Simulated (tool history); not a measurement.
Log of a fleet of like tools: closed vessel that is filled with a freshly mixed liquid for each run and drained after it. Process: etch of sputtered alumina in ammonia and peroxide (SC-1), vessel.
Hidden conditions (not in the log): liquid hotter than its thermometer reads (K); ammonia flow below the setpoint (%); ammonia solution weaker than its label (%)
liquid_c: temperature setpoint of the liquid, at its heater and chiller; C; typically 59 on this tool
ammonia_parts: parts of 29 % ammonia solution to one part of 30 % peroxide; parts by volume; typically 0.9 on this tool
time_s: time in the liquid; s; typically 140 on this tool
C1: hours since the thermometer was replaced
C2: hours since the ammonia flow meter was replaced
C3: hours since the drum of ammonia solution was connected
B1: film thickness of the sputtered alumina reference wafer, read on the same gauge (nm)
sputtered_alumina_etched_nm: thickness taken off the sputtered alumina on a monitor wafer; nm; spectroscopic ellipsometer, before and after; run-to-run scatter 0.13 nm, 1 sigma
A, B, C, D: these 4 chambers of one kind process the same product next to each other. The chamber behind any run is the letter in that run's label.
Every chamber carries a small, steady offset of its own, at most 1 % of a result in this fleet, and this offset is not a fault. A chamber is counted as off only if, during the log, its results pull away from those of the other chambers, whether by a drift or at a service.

{"run": "1B", "day": 0.129, "liquid_c": 59, "ammonia_parts": 0.9, "time_s": 140, "C1": 520.5, "C2": 32.4, "C3": 821.2, "B1": 49.995, "sputtered_alumina_etched_nm": 13.854}
{"day": 0.246, "done": "chamber C: ammonia flow meter replaced"}
{"run": "2D", "day": 0.267, "liquid_c": 59, "ammonia_parts": 0.9, "time_s": 140, "C1": 116.3, "C2": 1273.1, "C3": 500.7, "B1": 50.013, "sputtered_alumina_etched_nm": 13.97}
{"run": "3A", "day": 0.362, "liquid_c": 59, "ammonia_parts": 0.9, "time_s": 140, "C1": 1409.6, "C2": 685.4, "C3": 1318.4, "B1": 49.99, "sputtered_alumina_etched_nm": 13.9}
{"run": "4C", "day": 0.529, "liquid_c": 59, "ammonia_parts": 0.9, "time_s": 140, "C1": 228.7, "C2": 6.9, "C3": 126.3, "B1": 50.0, "sputtered_alumina_etched_nm": 13.969}
{"run": "5B", "day": 0.675, "liquid_c": 59, "ammonia_parts": 0.9, "time_s": 140, "C1": 533.6, "C2": 45.5, "C3": 834.3, "B1": 49.998, "sputtered_alumina_etched_nm": 13.856}
{"run": "6D", "day": 0.854, "liquid_c": 63, "ammonia_parts": 0.9, "time_s": 180, "C1": 130.4, "C2": 1287.2, "C3": 514.8, "B1": 49.982, "sputtered_alumina_etched_nm": 21.951}
{"run": "7A", "day": 1.0, "liquid_c": 63, "ammonia_parts": 0.9, "time_s": 180, "C1": 1424.9, "C2": 700.7, "C3": 1333.7, "B1": 49.993, "sputtered_alumina_etched_nm": 22.021}
{"run": "8C", "day": 1.142, "liquid_c": 63, "ammonia_parts": 0.9, "time_s": 180, "C1": 243.4, "C2": 21.6, "C3": 141.0, "B1": 50.003, "sputtered_alumina_etched_nm": 21.607}
{"run": "9D", "day": 1.3, "liquid_c": 63, "ammonia_parts": 0.9, "time_s": 180, "C1": 141.1, "C2": 1297.9, "C3": 525.5, "B1": 50.029, "sputtered_alumina_etched_nm": 22.046}
{"run": "10C", "day": 1.404, "liquid_c": 59, "ammonia_parts": 0.9, "time_s": 140, "C1": 249.7, "C2": 27.9, "C3": 147.3, "B1": 50.0, "sputtered_alumina_etched_nm": 13.943}
{"run": "11A", "day": 1.562, "liquid_c": 59, "ammonia_parts": 0.9, "time_s": 140, "C1": 1438.4, "C2": 714.2, "C3": 1347.2, "B1": 50.009, "sputtered_alumina_etched_nm": 13.833}
{"run": "12B", "day": 1.667, "liquid_c": 49, "ammonia_parts": 0.9, "time_s": 115, "C1": 557.4, "C2": 69.3, "C3": 858.1, "B1": 50.021, "sputtered_alumina_etched_nm": 6.6647}
{"run": "13D", "day": 1.812, "liquid_c": 49, "ammonia_parts": 0.9, "time_s": 115, "C1": 153.4, "C2": 1310.2, "C3": 537.8, "B1": 49.999, "sputtered_alumina_etched_nm": 6.9648}
{"run": "14A", "day": 1.908, "liquid_c": 49, "ammonia_parts": 0.9, "time_s": 115, "C1": 1446.7, "C2": 722.5, "C3": 1355.5, "B1": 49.992, "sputtered_alumina_etched_nm": 6.6504}
{"run": "15C", "day": 2.004, "liquid_c": 49, "ammonia_parts": 0.9, "time_s": 115, "C1": 264.1, "C2": 42.3, "C3": 161.7, "B1": 49.996, "sputtered_alumina_etched_nm": 6.5741}
{"run": "16B", "day": 2.092, "liquid_c": 59, "ammonia_parts": 0.9, "time_s": 140, "C1": 567.6, "C2": 79.5, "C3": 868.3, "B1": 49.976, "sputtered_alumina_etched_nm": 13.876}
{"day": 2.1, "done": "chamber A: new drum of ammonia solution connected"}
{"run": "17A", "day": 2.271, "liquid_c": 59, "ammonia_parts": 0.9, "time_s": 140, "C1": 1455.4, "C2": 731.2, "C3": 4.1, "B1": 49.999, "sputtered_alumina_etched_nm": 14.017}
{"run": "18C", "day": 2.438, "liquid_c": 59, "ammonia_parts": 0.9, "time_s": 140, "C1": 274.5, "C2": 52.7, "C3": 172.1, "B1": 50.004, "sputtered_alumina_etched_nm": 13.915}
{"run": "19D", "day": 2.583, "liquid_c": 59, "ammonia_parts": 0.9, "time_s": 140, "C1": 171.9, "C2": 1328.7, "C3": 556.3, "B1": 49.994, "sputtered_alumina_etched_nm": 14.645}
{"run": "20B", "day": 2.762, "liquid_c": 59, "ammonia_parts": 0.9, "time_s": 140, "C1": 583.7, "C2": 95.6, "C3": 884.4, "B1": 49.987, "sputtered_alumina_etched_nm": 13.882}
{"run": "21D", "day": 2.942, "liquid_c": 59, "ammonia_parts": 0.9, "time_s": 140, "C1": 180.5, "C2": 1337.3, "C3": 564.9, "B1": 50.019, "sputtered_alumina_etched_nm": 14.542}
{"run": "22C", "day": 3.054, "liquid_c": 59, "ammonia_parts": 1.2, "time_s": 140, "C1": 289.3, "C2": 67.5, "C3": 186.9, "B1": 50.003, "sputtered_alumina_etched_nm": 14.357}
{"run": "23A", "day": 3.196, "liquid_c": 59, "ammonia_parts": 1.2, "time_s": 140, "C1": 1477.6, "C2": 753.4, "C3": 26.3, "B1": 50.013, "sputtered_alumina_etched_nm": 14.485}
{"run": "24B", "day": 3.317, "liquid_c": 59, "ammonia_parts": 1.2, "time_s": 140, "C1": 597.0, "C2": 108.9, "C3": 897.7, "B1": 49.994, "sputtered_alumina_etched_nm": 14.084}
{"run": "25B", "day": 3.496, "liquid_c": 59, "ammonia_parts": 1.2, "time_s": 140, "C1": 601.3, "C2": 113.2, "C3": 902.0, "B1": 49.988, "sputtered_alumina_etched_nm": 14.353}
{"run": "26A", "day": 3.646, "liquid_c": 59, "ammonia_parts": 0.9, "time_s": 140, "C1": 1488.4, "C2": 764.2, "C3": 37.1, "B1": 49.985, "sputtered_alumina_etched_nm": 13.959}
{"run": "27C", "day": 3.762, "liquid_c": 59, "ammonia_parts": 0.9, "time_s": 140, "C1": 306.3, "C2": 84.5, "C3": 203.9, "B1": 49.993, "sputtered_alumina_etched_nm": 13.704}

Which is it: a chamber that has drifted or been left off by a service, a gauge drift common to all chambers, or only each chamber's usual small offset? If a chamber is off, name it and its likeliest cause.

Little by little, chamber D moves away from the other chambers.
Likeliest cause: liquid hotter than its thermometer reads (K) = 1.84.

Chamber D could run next with any of the 4 candidate recipes listed below; each alters the usual settings, and their results appear as question marks. Which one brings its results back in line with what the other chambers deliver on the usual settings?
Counts as in line when no further than this from what the other chambers average on the usual settings: sputtered_alumina_etched_nm 0.4600 nm
{"run": "28D-1", "day": 3.896, "liquid_c": 57, "ammonia_parts": 0.9, "time_s": 140, "sputtered_alumina_etched_nm": "?"}
{"run": "28D-2", "day": 3.896, "liquid_c": 60, "ammonia_parts": 0.9, "time_s": 155, "sputtered_alumina_etched_nm": "?"}
{"run": "28D-3", "day": 3.896, "liquid_c": 58, "ammonia_parts": 0.9, "time_s": 125, "sputtered_alumina_etched_nm": "?"}
{"run": "28D-4", "day": 3.896, "liquid_c": 61, "ammonia_parts": 0.9, "time_s": 140, "sputtered_alumina_etched_nm": "?"}

On the usual settings, the other chambers give on average: sputtered_alumina_etched_nm 13.8560 nm
run=28D-1 sputtered_alumina_etched_nm=13.7650
run=28D-2 sputtered_alumina_etched_nm=17.7700
run=28D-3 sputtered_alumina_etched_nm=12.9400
run=28D-4 sputtered_alumina_etched_nm=16.8820
Change 28D-1 lands the chamber within the allowed miss of the other chambers.
